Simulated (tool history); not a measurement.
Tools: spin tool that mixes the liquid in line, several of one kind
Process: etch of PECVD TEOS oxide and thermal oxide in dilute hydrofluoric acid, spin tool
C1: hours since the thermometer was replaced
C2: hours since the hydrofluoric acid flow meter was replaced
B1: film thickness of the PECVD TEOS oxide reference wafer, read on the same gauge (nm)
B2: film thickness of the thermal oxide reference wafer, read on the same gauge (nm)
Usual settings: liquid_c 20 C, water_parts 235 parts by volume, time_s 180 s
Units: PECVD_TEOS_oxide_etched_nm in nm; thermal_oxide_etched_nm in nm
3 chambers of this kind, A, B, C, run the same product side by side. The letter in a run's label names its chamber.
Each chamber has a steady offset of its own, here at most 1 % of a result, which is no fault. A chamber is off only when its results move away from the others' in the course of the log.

Run 1B, hour 6.9: usual settings; C1 222.5; C2 48.3; B1 80.02; B2 129.99. Result: PECVD_TEOS_oxide_etched_nm 14.304 nm, thermal_oxide_etched_nm 2.696 nm.
Run 2A, hour 14.4: usual settings; C1 639.5; C2 931.8; B1 79.941; B2 130.02. Result: PECVD_TEOS_oxide_etched_nm 14.609 nm, thermal_oxide_etched_nm 2.7287 nm.
Run 3C, hour 18.8: usual settings; C1 542.2; C2 394; B1 80.014; B2 129.97. Result: PECVD_TEOS_oxide_etched_nm 14.418 nm, thermal_oxide_etched_nm 2.6894 nm.
Run 4C, hour 25.5: usual settings; C1 548.9; C2 400.7; B1 80.009; B2 129.99. Result: PECVD_TEOS_oxide_etched_nm 14.416 nm, thermal_oxide_etched_nm 2.7389 nm.
Run 5A, hour 33.6: usual settings; C1 658.7; C2 951; B1 80.018; B2 129.96. Result: PECVD_TEOS_oxide_etched_nm 14.709 nm, thermal_oxide_etched_nm 2.7481 nm.
Run 6B, hour 37.3: usual settings; C1 252.9; C2 78.7; B1 79.976; B2 129.95. Result: PECVD_TEOS_oxide_etched_nm 14.352 nm, thermal_oxide_etched_nm 2.697 nm.
Run 7A, hour 45: usual settings; C1 670.1; C2 962.4; B1 79.997; B2 129.95. Result: PECVD_TEOS_oxide_etched_nm 14.657 nm, thermal_oxide_etched_nm 2.7319 nm.
Run 8C, hour 52.4: usual settings; C1 575.8; C2 427.6; B1 80.019; B2 130.04. Result: PECVD_TEOS_oxide_etched_nm 14.504 nm, thermal_oxide_etched_nm 2.7112 nm.
Run 9B, hour 59.9: usual settings; C1 275.5; C2 101.3; B1 80; B2 130.03. Result: PECVD_TEOS_oxide_etched_nm 14.242 nm, thermal_oxide_etched_nm 2.7267 nm.
Run 10A, hour 68.4: usual settings; C1 693.5; C2 985.8; B1 80.016; B2 130.02. Result: PECVD_TEOS_oxide_etched_nm 14.355 nm, thermal_oxide_etched_nm 2.7062 nm.
Run 11B, hour 76.2: usual settings; C1 291.8; C2 117.6; B1 79.986; B2 129.98. Result: PECVD_TEOS_oxide_etched_nm 14.438 nm, thermal_oxide_etched_nm 2.732 nm.
Run 12C, hour 84.4: usual settings; C1 607.8; C2 459.6; B1 80.035; B2 130.01. Result: PECVD_TEOS_oxide_etched_nm 14.545 nm, thermal_oxide_etched_nm 2.7699 nm.
Run 13A, hour 88.3: usual settings; C1 713.4; C2 1005.7; B1 79.997; B2 130. Result: PECVD_TEOS_oxide_etched_nm 14.327 nm, thermal_oxide_etched_nm 2.7484 nm.
Run 14B, hour 94.4: usual settings; C1 310; C2 135.8; B1 80.006; B2 129.96. Result: PECVD_TEOS_oxide_etched_nm 14.418 nm, thermal_oxide_etched_nm 2.7574 nm.
Run 15C, hour 98.9: usual settings; C1 622.3; C2 474.1; B1 80.016; B2 130.01. Result: PECVD_TEOS_oxide_etched_nm 14.588 nm, thermal_oxide_etched_nm 2.74 nm.
Run 16A, hour 104.3: usual settings; C1 729.4; C2 1021.7; B1 80.006; B2 129.99. Result: PECVD_TEOS_oxide_etched_nm 14.383 nm, thermal_oxide_etched_nm 2.7667 nm.
Run 17C, hour 109.9: usual settings; C1 633.3; C2 485.1; B1 80.02; B2 129.98. Result: PECVD_TEOS_oxide_etched_nm 14.872 nm, thermal_oxide_etched_nm 2.7676 nm.
Run 18B, hour 114.5: usual settings; C1 330.1; C2 155.9; B1 79.979; B2 129.99. Result: PECVD_TEOS_oxide_etched_nm 14.55 nm, thermal_oxide_etched_nm 2.7 nm.
Run 19A, hour 122.8: usual settings; C1 747.9; C2 1040.2; B1 80.018; B2 129.96. Result: PECVD_TEOS_oxide_etched_nm 14.357 nm, thermal_oxide_etched_nm 2.7359 nm.
Run 20C, hour 130.9: usual settings; C1 654.3; C2 506.1; B1 80.005; B2 129.99. Result: PECVD_TEOS_oxide_etched_nm 15.026 nm, thermal_oxide_etched_nm 2.797 nm.
Run 21B, hour 136.5: usual settings; C1 352.1; C2 177.9; B1 79.998; B2 129.99. Result: PECVD_TEOS_oxide_etched_nm 14.793 nm, thermal_oxide_etched_nm 2.7161 nm.
Run 22A, hour 141.5: usual settings; C1 766.6; C2 1058.9; B1 79.993; B2 130.02. Result: PECVD_TEOS_oxide_etched_nm 14.495 nm, thermal_oxide_etched_nm 2.7452 nm.
Run 23B, hour 146.9: usual settings but time_s 260 s; C1 362.5; C2 188.3; B1 79.996; B2 130.02. Result: PECVD_TEOS_oxide_etched_nm 20.897 nm, thermal_oxide_etched_nm 3.9166 nm.
Run 24C, hour 155.5: usual settings but time_s 260 s; C1 678.9; C2 530.7; B1 79.976; B2 130.04. Result: PECVD_TEOS_oxide_etched_nm 21.83 nm, thermal_oxide_etched_nm 4.0222 nm.
Run 25B, hour 161.2: usual settings but time_s 260 s; C1 376.8; C2 202.6; B1 80; B2 129.99. Result: PECVD_TEOS_oxide_etched_nm 20.953 nm, thermal_oxide_etched_nm 3.9276 nm.
Run 26A, hour 165.7: usual settings; C1 790.8; C2 1083.1; B1 79.961; B2 129.94. Result: PECVD_TEOS_oxide_etched_nm 14.581 nm, thermal_oxide_etched_nm 2.7177 nm.
Run 27C, hour 170.8: usual settings; C1 694.2; C2 546; B1 79.99; B2 129.99. Result: PECVD_TEOS_oxide_etched_nm 15.258 nm, thermal_oxide_etched_nm 2.8712 nm.
Run 28C, hour 175.9: usual settings; C1 699.3; C2 551.1; B1 79.965; B2 129.97. Result: PECVD_TEOS_oxide_etched_nm 15.335 nm, thermal_oxide_etched_nm 2.8422 nm.
Run 29B, hour 180.7: usual settings; C1 396.3; C2 222.1; B1 80.019; B2 130.01. Result: PECVD_TEOS_oxide_etched_nm 14.629 nm, thermal_oxide_etched_nm 2.7107 nm.
Run 30A, hour 185.6: usual settings; C1 810.7; C2 1103; B1 80.005; B2 129.99. Result: PECVD_TEOS_oxide_etched_nm 14.371 nm, thermal_oxide_etched_nm 2.6991 nm.
Run 31C, hour 190.5: usual settings; C1 713.9; C2 565.7; B1 79.987; B2 129.94. Result: PECVD_TEOS_oxide_etched_nm 15.203 nm, thermal_oxide_etched_nm 2.8618 nm.
Run 32B, hour 195.4: usual settings; C1 411; C2 236.8; B1 80.029; B2 130. Result: PECVD_TEOS_oxide_etched_nm 14.603 nm, thermal_oxide_etched_nm 2.6937 nm.
Run 33A, hour 202.2: usual settings; C1 827.3; C2 1119.6; B1 79.962; B2 129.96. Result: PECVD_TEOS_oxide_etched_nm 14.567 nm, thermal_oxide_etched_nm 2.7573 nm.
Run 34B, hour 207.5: usual settings; C1 423.1; C2 248.9; B1 79.993; B2 130.04. Result: PECVD_TEOS_oxide_etched_nm 14.379 nm, thermal_oxide_etched_nm 2.7068 nm.
Run 35C, hour 214.3: usual settings; C1 737.7; C2 589.5; B1 79.984; B2 130. Result: PECVD_TEOS_oxide_etched_nm 15.598 nm, thermal_oxide_etched_nm 2.9302 nm.
Run 36A, hour 221: usual settings but liquid_c 17.5 C, time_s 120 s; C1 846.1; C2 1138.4; B1 80.033; B2 129.99. Result: PECVD_TEOS_oxide_etched_nm 8.7438 nm, thermal_oxide_etched_nm 1.6546 nm.
Run 37A, hour 226: usual settings but liquid_c 17.5 C, time_s 120 s; C1 851.1; C2 1143.4; B1 79.992; B2 129.97. Result: PECVD_TEOS_oxide_etched_nm 8.6995 nm, thermal_oxide_etched_nm 1.6682 nm.

All 3 chambers run these settings next. Forecast each chamber's results:
Run 38A, hour 232.3: usual settings but time_s 285 s. Result: PECVD_TEOS_oxide_etched_nm ?, thermal_oxide_etched_nm ?.
Run 38B, hour 232.3: usual settings but time_s 285 s. Result: PECVD_TEOS_oxide_etched_nm ?, thermal_oxide_etched_nm ?.
Run 38C, hour 232.3: usual settings but time_s 285 s. Result: PECVD_TEOS_oxide_etched_nm ?, thermal_oxide_etched_nm ?.

run  PECVD_TEOS_oxide_etched_nm  thermal_oxide_etched_nm
38A                      23.187                   4.3562
38B                      23.158                   4.3357
38C                      24.811                   4.6482
